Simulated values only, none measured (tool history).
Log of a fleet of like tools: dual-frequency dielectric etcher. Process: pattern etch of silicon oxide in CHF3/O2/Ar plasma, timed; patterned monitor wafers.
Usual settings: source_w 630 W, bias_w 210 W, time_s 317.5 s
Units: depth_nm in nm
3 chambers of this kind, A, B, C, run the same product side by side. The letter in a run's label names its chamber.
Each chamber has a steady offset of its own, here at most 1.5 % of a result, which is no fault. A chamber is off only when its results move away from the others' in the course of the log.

| run | hour | source_w | bias_w | time_s | read-back reference wafer on the same gauge, depth_nm | depth_nm |
|---|---|---|---|---|---|---|
| 1C | 2.8 | 630 | 210 | 317.5 | 594.01 | 664.91 |
| 2A | 6.7 | 630 | 210 | 317.5 | 593.79 | 673.60 |
| 3B | 10.2 | 630 | 210 | 317.5 | 593.74 | 665.20 |
| 4B | 14.7 | 630 | 210 | 317.5 | 593.35 | 665.41 |
| 5A | 16.8 | 630 | 210 | 317.5 | 593.40 | 672.58 |
|  | 17.8 | chamber C: source power generator calibrated |
| 6C | 19.6 | 630 | 210 | 317.5 | 592.99 | 663.34 |
| 7A | 23.3 | 630 | 210 | 399.0 | 593.12 | 846.37 |
| 8B | 26.0 | 630 | 210 | 399.0 | 593.14 | 836.20 |
| 9C | 30.5 | 630 | 210 | 399.0 | 592.85 | 832.02 |
| 10B | 32.6 | 630 | 210 | 317.5 | 592.79 | 664.17 |
| 11C | 36.4 | 630 | 166 | 278.5 | 592.49 | 536.64 |
| 12A | 40.5 | 630 | 166 | 278.5 | 592.57 | 543.66 |
| 13A | 44.1 | 630 | 166 | 278.5 | 592.45 | 544.74 |
| 14C | 47.9 | 630 | 237 | 227.0 | 592.29 | 493.39 |
| 15B | 51.6 | 630 | 237 | 227.0 | 591.95 | 494.07 |
| 16B | 53.6 | 630 | 237 | 227.0 | 591.95 | 493.76 |
| 17A | 57.5 | 630 | 210 | 317.5 | 591.97 | 672.07 |
| 18C | 61.0 | 630 | 210 | 317.5 | 591.82 | 660.26 |
|  | 61.2 | chamber B: wet clean of the chamber |
| 19B | 63.7 | 630 | 210 | 317.5 | 591.46 | 663.26 |
| 20A | 66.2 | 630 | 210 | 317.5 | 591.32 | 670.62 |
| 21C | 70.6 | 630 | 210 | 317.5 | 591.44 | 659.84 |

Is one chamber off against the others, does the gauge drift, or is nothing wrong? If a chamber is off, say which, and what the likeliest cause is.

The gauge drifts, so all chambers seem to drift together. No chamber is off.
Cause: gauge reads low (%) = 0.476.
